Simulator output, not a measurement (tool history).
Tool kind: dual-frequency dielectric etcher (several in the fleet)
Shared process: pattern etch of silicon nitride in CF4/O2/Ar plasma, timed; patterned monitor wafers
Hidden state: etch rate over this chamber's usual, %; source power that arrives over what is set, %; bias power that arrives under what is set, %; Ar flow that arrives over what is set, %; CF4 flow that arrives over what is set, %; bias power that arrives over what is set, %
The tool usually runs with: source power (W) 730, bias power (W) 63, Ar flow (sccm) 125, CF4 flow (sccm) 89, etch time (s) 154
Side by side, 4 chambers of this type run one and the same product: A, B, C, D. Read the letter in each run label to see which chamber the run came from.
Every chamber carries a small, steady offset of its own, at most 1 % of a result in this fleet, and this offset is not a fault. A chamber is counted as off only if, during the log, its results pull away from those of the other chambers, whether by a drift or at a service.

| run | hour | source power (W) | bias power (W) | Ar flow (sccm) | CF4 flow (sccm) | etch time (s) | hours since the last wet clean | hours since the last source power generator calibration | hours since the last bias power generator calibration | hours since the last Ar flow controller change | hours since the last CF4 flow controller change | read-back reference wafer on the same gauge, depth_nm | mean etch depth across the wafer (nm) |
|---|---|---|---|---|---|---|---|---|---|---|---|---|---|
| 1B | 4 | 730 | 63 | 125 | 89 | 154 | 508.7 | 1829.6 | 2958.6 | 944.7 | 412.3 | 406.89 | 422.83 |
| 2D | 10.2 | 730 | 63 | 125 | 89 | 154 | 185.2 | 1334.6 | 1403 | 194.5 | 778.7 | 406.84 | 427.02 |
| 3C | 13.8 | 730 | 63 | 125 | 89 | 154 | 265.7 | 2733.6 | 2204.3 | 578.8 | 2544.7 | 406.85 | 428.79 |
|  | 15.4 | chamber B: wet clean of the chamber |
| 4A | 19.1 | 730 | 63 | 125 | 89 | 154 | 356.3 | 1085 | 2457.2 | 4128.5 | 972.8 | 406.74 | 425.96 |
| 5B | 24.6 | 730 | 63 | 125 | 89 | 154 | 9.3 | 1850.2 | 2979.2 | 965.3 | 432.9 | 406.82 | 422.96 |
| 6A | 27.9 | 730 | 63 | 125 | 89 | 154 | 365.1 | 1093.8 | 2466 | 4137.3 | 981.6 | 406.66 | 426.09 |
| 7C | 31 | 730 | 63 | 125 | 89 | 154 | 282.9 | 2750.8 | 2221.5 | 596 | 2561.9 | 406.62 | 428.79 |
| 8D | 35.1 | 730 | 63 | 125 | 89 | 154 | 210.1 | 1359.5 | 1427.9 | 219.4 | 803.6 | 406.62 | 426.77 |
| 9D | 39.3 | 730 | 63 | 125 | 89 | 154 | 214.3 | 1363.7 | 1432.1 | 223.6 | 807.8 | 406.6 | 426.81 |
| 10B | 42.5 | 730 | 63 | 125 | 89 | 154 | 27.2 | 1868.1 | 2997.1 | 983.2 | 450.8 | 406.57 | 422.96 |
| 11C | 46.8 | 730 | 63 | 125 | 89 | 154 | 298.7 | 2766.6 | 2237.3 | 611.8 | 2577.7 | 406.35 | 427.53 |
| 12A | 52.9 | 730 | 63 | 142 | 89 | 154 | 390.1 | 1118.8 | 2491 | 4162.3 | 1006.6 | 406.39 | 418.23 |
| 13D | 57.1 | 730 | 63 | 142 | 89 | 154 | 232.1 | 1381.5 | 1449.9 | 241.4 | 825.6 | 406.38 | 419.51 |
| 14A | 62.7 | 730 | 63 | 142 | 89 | 154 | 399.9 | 1128.6 | 2500.8 | 4172.1 | 1016.4 | 406.29 | 418.63 |
| 15B | 67.8 | 730 | 63 | 142 | 89 | 154 | 52.5 | 1893.4 | 3022.4 | 1008.5 | 476.1 | 406.25 | 415.46 |
| 16C | 73.1 | 730 | 63 | 125 | 89 | 154 | 325 | 2792.9 | 2263.6 | 638.1 | 2604 | 406.16 | 426.49 |
| 17A | 76.9 | 570 | 63 | 153 | 89 | 154 | 414.1 | 1142.8 | 2515 | 4186.3 | 1030.6 | 406.06 | 334.69 |
| 18B | 82.7 | 570 | 63 | 153 | 89 | 154 | 67.4 | 1908.3 | 3037.3 | 1023.4 | 491 | 406 | 332.6 |
| 19D | 85.7 | 570 | 63 | 153 | 89 | 154 | 260.7 | 1410.1 | 1478.5 | 270 | 854.2 | 406.03 | 335.9 |
| 20C | 88.7 | 570 | 63 | 153 | 89 | 154 | 340.6 | 2808.5 | 2279.2 | 653.7 | 2619.6 | 405.94 | 336.67 |
| 21B | 92.4 | 730 | 63 | 125 | 89 | 154 | 77.1 | 1918 | 3047 | 1033.1 | 500.7 | 405.88 | 422.63 |
| 22D | 95.5 | 730 | 63 | 125 | 89 | 154 | 270.5 | 1419.9 | 1488.3 | 279.8 | 864 | 405.89 | 427.49 |
| 23C | 101.3 | 730 | 63 | 125 | 89 | 154 | 353.2 | 2821.1 | 2291.8 | 666.3 | 2632.2 | 405.81 | 427.17 |
| 24A | 104.1 | 730 | 63 | 125 | 89 | 154 | 441.3 | 1170 | 2542.2 | 4213.5 | 1057.8 | 405.76 | 425.14 |
| 25D | 109.2 | 730 | 63 | 125 | 89 | 154 | 284.2 | 1433.6 | 1502 | 293.5 | 877.7 | 405.64 | 426.73 |
| 26B | 112.9 | 730 | 63 | 125 | 89 | 154 | 97.6 | 1938.5 | 3067.5 | 1053.6 | 521.2 | 405.62 | 421.95 |
| 27C | 118.9 | 730 | 63 | 125 | 89 | 154 | 370.8 | 2838.7 | 2309.4 | 683.9 | 2649.8 | 405.56 | 426.16 |
| 28A | 123.1 | 730 | 54 | 125 | 89 | 117.5 | 460.3 | 1189 | 2561.2 | 4232.5 | 1076.8 | 405.63 | 305.15 |
| 29D | 126 | 730 | 54 | 125 | 89 | 117.5 | 301 | 1450.4 | 1518.8 | 310.3 | 894.5 | 405.54 | 306.47 |
| 30A | 130.3 | 730 | 54 | 125 | 89 | 117.5 | 467.5 | 1196.2 | 2568.4 | 4239.7 | 1084 | 405.37 | 304.67 |
| 31C | 135.4 | 730 | 54 | 125 | 89 | 117.5 | 387.3 | 2855.2 | 2325.9 | 700.4 | 2666.3 | 405.37 | 306.21 |

One chamber off, gauge drift, or nothing amiss beyond the chambers' own small offsets? If it is a chamber, which one, and what is the likeliest cause?

The shared gauge is drifting. All chambers look as if they move in step, but none is off.
Likeliest cause: gauge reads low (%) = 0.417.

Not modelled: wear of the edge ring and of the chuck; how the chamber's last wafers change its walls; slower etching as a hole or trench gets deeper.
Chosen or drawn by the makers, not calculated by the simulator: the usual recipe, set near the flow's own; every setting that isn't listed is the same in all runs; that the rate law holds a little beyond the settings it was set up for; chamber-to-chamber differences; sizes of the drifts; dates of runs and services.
